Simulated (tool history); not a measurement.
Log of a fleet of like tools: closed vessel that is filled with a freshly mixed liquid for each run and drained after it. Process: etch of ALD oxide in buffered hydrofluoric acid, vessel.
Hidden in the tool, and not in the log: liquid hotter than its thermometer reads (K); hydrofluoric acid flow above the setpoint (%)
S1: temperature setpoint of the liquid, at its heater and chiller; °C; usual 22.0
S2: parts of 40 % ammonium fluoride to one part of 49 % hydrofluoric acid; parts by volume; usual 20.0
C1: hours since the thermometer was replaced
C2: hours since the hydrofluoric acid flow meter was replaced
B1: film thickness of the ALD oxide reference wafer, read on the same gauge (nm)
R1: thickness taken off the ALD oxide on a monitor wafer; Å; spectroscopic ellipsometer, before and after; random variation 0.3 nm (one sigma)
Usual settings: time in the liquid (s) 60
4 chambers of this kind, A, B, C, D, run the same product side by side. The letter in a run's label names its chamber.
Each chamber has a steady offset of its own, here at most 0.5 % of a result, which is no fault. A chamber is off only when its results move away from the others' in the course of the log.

{"run": "1B", "hour": 8.2, "S1": 22.0, "S2": 20.0, "time in the liquid (s)": 60, "C1": 643.7, "C2": 785.1, "B1": 99.943, "R1": 384.82}
{"run": "2C", "hour": 11.8, "S1": 22.0, "S2": 20.0, "time in the liquid (s)": 60, "C1": 193.2, "C2": 800.7, "B1": 99.991, "R1": 390.55}
{"run": "3A", "hour": 20.0, "S1": 22.0, "S2": 20.0, "time in the liquid (s)": 60, "C1": 724.9, "C2": 62.5, "B1": 100.03, "R1": 387.96}
{"run": "4D", "hour": 28.0, "S1": 22.0, "S2": 20.0, "time in the liquid (s)": 60, "C1": 1662.5, "C2": 255.3, "B1": 99.981, "R1": 390.54}
{"run": "5B", "hour": 32.5, "S1": 18.5, "S2": 13.5, "time in the liquid (s)": 60, "C1": 668.0, "C2": 809.4, "B1": 99.965, "R1": 471.23}
{"run": "6D", "hour": 40.8, "S1": 18.5, "S2": 13.5, "time in the liquid (s)": 60, "C1": 1675.3, "C2": 268.1, "B1": 99.988, "R1": 463.1}
{"run": "7A", "hour": 44.9, "S1": 18.5, "S2": 13.5, "time in the liquid (s)": 60, "C1": 749.8, "C2": 87.4, "B1": 100.01, "R1": 474.74}
{"run": "8C", "hour": 49.4, "S1": 18.5, "S2": 13.5, "time in the liquid (s)": 60, "C1": 230.8, "C2": 838.3, "B1": 99.998, "R1": 462.53}
{"run": "9A", "hour": 53.2, "S1": 22.0, "S2": 20.0, "time in the liquid (s)": 60, "C1": 758.1, "C2": 95.7, "B1": 99.988, "R1": 381.18}
{"run": "10B", "hour": 60.8, "S1": 22.0, "S2": 20.0, "time in the liquid (s)": 60, "C1": 696.3, "C2": 837.7, "B1": 100.02, "R1": 398.7}
{"run": "11C", "hour": 69.2, "S1": 22.0, "S2": 20.0, "time in the liquid (s)": 60, "C1": 250.6, "C2": 858.1, "B1": 100.01, "R1": 392.17}
{"run": "12D", "hour": 74.8, "S1": 22.0, "S2": 20.0, "time in the liquid (s)": 60, "C1": 1709.3, "C2": 302.1, "B1": 99.997, "R1": 390.22}
{"run": "13B", "hour": 82.4, "S1": 22.0, "S2": 20.0, "time in the liquid (s)": 60, "C1": 717.9, "C2": 859.3, "B1": 99.996, "R1": 409.1}
{"run": "14A", "hour": 90.3, "S1": 22.0, "S2": 20.0, "time in the liquid (s)": 60, "C1": 795.2, "C2": 132.8, "B1": 100.0, "R1": 391.23}
{"run": "15C", "hour": 96.9, "S1": 22.0, "S2": 20.0, "time in the liquid (s)": 60, "C1": 278.3, "C2": 885.8, "B1": 100.01, "R1": 390.24}
{"run": "16D", "hour": 105.0, "S1": 22.0, "S2": 20.0, "time in the liquid (s)": 60, "C1": 1739.5, "C2": 332.3, "B1": 99.993, "R1": 385.77}
{"run": "17C", "hour": 112.9, "S1": 22.0, "S2": 20.0, "time in the liquid (s)": 60, "C1": 294.3, "C2": 901.8, "B1": 100.01, "R1": 386.39}
{"run": "18D", "hour": 118.2, "S1": 22.0, "S2": 20.0, "time in the liquid (s)": 60, "C1": 1752.7, "C2": 345.5, "B1": 100.01, "R1": 386.91}
{"run": "19A", "hour": 126.2, "S1": 22.0, "S2": 20.0, "time in the liquid (s)": 60, "C1": 831.1, "C2": 168.7, "B1": 100.0, "R1": 385.05}
{"run": "20B", "hour": 132.5, "S1": 22.0, "S2": 20.0, "time in the liquid (s)": 60, "C1": 768.0, "C2": 909.4, "B1": 99.984, "R1": 418.49}
{"run": "21D", "hour": 140.8, "S1": 22.0, "S2": 20.0, "time in the liquid (s)": 60, "C1": 1775.3, "C2": 368.1, "B1": 99.967, "R1": 384.79}
{"run": "22A", "hour": 148.9, "S1": 22.0, "S2": 20.0, "time in the liquid (s)": 60, "C1": 853.8, "C2": 191.4, "B1": 100.0, "R1": 388.53}
{"run": "23B", "hour": 156.2, "S1": 22.0, "S2": 20.0, "time in the liquid (s)": 60, "C1": 791.7, "C2": 933.1, "B1": 99.996, "R1": 429.49}
{"run": "24C", "hour": 161.1, "S1": 22.0, "S2": 20.0, "time in the liquid (s)": 60, "C1": 342.5, "C2": 950.0, "B1": 100.01, "R1": 387.86}

Next, every chamber runs the same settings. What will each give?
{"run": "25A", "hour": 167.1, "S1": 22.0, "S2": 20.0, "time in the liquid (s)": 60, "R1": "?"}
{"run": "25B", "hour": 167.1, "S1": 22.0, "S2": 20.0, "time in the liquid (s)": 60, "R1": "?"}
{"run": "25C", "hour": 167.1, "S1": 22.0, "S2": 20.0, "time in the liquid (s)": 60, "R1": "?"}
{"run": "25D", "hour": 167.1, "S1": 22.0, "S2": 20.0, "time in the liquid (s)": 60, "R1": "?"}

run=25A R1=382.50
run=25B R1=438.88
run=25C R1=391.70
run=25D R1=391.39

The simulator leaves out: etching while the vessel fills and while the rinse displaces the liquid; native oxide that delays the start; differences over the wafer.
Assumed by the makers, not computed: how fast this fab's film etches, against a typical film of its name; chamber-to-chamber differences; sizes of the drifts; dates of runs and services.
